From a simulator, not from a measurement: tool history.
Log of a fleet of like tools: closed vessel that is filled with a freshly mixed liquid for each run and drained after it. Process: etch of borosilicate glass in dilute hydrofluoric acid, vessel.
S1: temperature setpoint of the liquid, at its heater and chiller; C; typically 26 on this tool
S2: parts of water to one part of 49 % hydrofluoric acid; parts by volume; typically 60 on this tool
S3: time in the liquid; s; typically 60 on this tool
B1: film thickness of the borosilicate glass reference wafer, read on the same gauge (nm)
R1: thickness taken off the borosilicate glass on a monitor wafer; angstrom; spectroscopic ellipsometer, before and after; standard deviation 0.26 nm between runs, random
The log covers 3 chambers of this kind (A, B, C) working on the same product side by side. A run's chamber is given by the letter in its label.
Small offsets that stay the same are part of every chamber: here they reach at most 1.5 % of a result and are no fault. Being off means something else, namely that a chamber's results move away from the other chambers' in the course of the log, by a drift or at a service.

{"run": "1B", "hour": 9.5, "S1": 26, "S2": 60, "S3": 60, "B1": 29.995, "R1": 308.49}
{"run": "2A", "hour": 21.3, "S1": 26, "S2": 60, "S3": 60, "B1": 29.987, "R1": 313.55}
{"run": "3C", "hour": 29.2, "S1": 26, "S2": 60, "S3": 60, "B1": 30, "R1": 308.25}
{"run": "4B", "hour": 39.6, "S1": 26, "S2": 60, "S3": 60, "B1": 30.027, "R1": 301.2}
{"run": "5A", "hour": 47.1, "S1": 26, "S2": 60, "S3": 60, "B1": 30.001, "R1": 309.27}
{"run": "6C", "hour": 56.7, "S1": 26, "S2": 75, "S3": 60, "B1": 30, "R1": 238.56}
{"run": "7B", "hour": 66.8, "S1": 26, "S2": 75, "S3": 60, "B1": 29.994, "R1": 236.45}
{"run": "8C", "hour": 77.6, "S1": 26, "S2": 75, "S3": 60, "B1": 30.014, "R1": 244.9}
{"run": "9A", "hour": 87.8, "S1": 26, "S2": 60, "S3": 60, "B1": 30.019, "R1": 311.94}
{"run": "10A", "hour": 100.0, "S1": 26, "S2": 60, "S3": 60, "B1": 30.015, "R1": 306.14}
{"run": "11C", "hour": 111.4, "S1": 26, "S2": 60, "S3": 60, "B1": 30.001, "R1": 322.85}
{"run": "12B", "hour": 118.4, "S1": 28, "S2": 60, "S3": 90, "B1": 30.011, "R1": 492.97}
{"run": "13C", "hour": 127.7, "S1": 28, "S2": 60, "S3": 90, "B1": 30.029, "R1": 527.01}
{"run": "14B", "hour": 135.7, "S1": 28, "S2": 60, "S3": 90, "B1": 30.027, "R1": 499.14}
{"run": "15A", "hour": 142.4, "S1": 26, "S2": 60, "S3": 60, "B1": 29.998, "R1": 310.89}
{"run": "16C", "hour": 151.8, "S1": 26, "S2": 60, "S3": 60, "B1": 29.996, "R1": 325.87}
{"run": "17B", "hour": 161.8, "S1": 26, "S2": 60, "S3": 60, "B1": 29.986, "R1": 307.64}
{"run": "18A", "hour": 167.2, "S1": 26, "S2": 60, "S3": 60, "B1": 29.996, "R1": 307.64}
{"run": "19B", "hour": 177.4, "S1": 26, "S2": 60, "S3": 60, "B1": 29.98, "R1": 304.79}
{"run": "20C", "hour": 189.1, "S1": 26, "S2": 60, "S3": 60, "B1": 29.996, "R1": 340}
{"run": "21A", "hour": 197.2, "S1": 26, "S2": 60, "S3": 60, "B1": 30.016, "R1": 308.81}

What goes on in this fleet: one chamber off, a drifting gauge, or nothing beyond the chambers' own small offsets? Name the chamber and the cause, if any.

One chamber, C, drifts off from the rest bit by bit.
What lies behind it: hydrofluoric acid flow above the setpoint (%) = 9.47.
The log may not separate it from: liquid hotter than its thermometer reads (K).

Chamber C could run next with any of the 4 candidate recipes listed below; each alters the usual settings, and their results appear as question marks. Which one brings its results back in line with what the other chambers deliver on the usual settings?
Maximum distance from the other chambers' mean on the usual settings for a result to count as in line: R1 8.9 angstrom
{"run": "22C-1", "hour": 206.0, "S1": 28.5, "S2": 60, "S3": 60, "R1": "?"}
{"run": "22C-2", "hour": 206.0, "S1": 23.5, "S2": 60, "S3": 60, "R1": "?"}
{"run": "22C-3", "hour": 206.0, "S1": 26.5, "S2": 55, "S3": 65, "R1": "?"}
{"run": "22C-4", "hour": 206.0, "S1": 25.5, "S2": 65, "S3": 55, "R1": "?"}

The mean the other chambers reach with the usual settings: R1 307.36 angstrom
run=22C-1 R1=376.82
run=22C-2 R1=308.59
run=22C-3 R1=414.73
run=22C-4 R1=281.03
The right change is 22C-2: it brings the chamber back within the allowed miss of the others.

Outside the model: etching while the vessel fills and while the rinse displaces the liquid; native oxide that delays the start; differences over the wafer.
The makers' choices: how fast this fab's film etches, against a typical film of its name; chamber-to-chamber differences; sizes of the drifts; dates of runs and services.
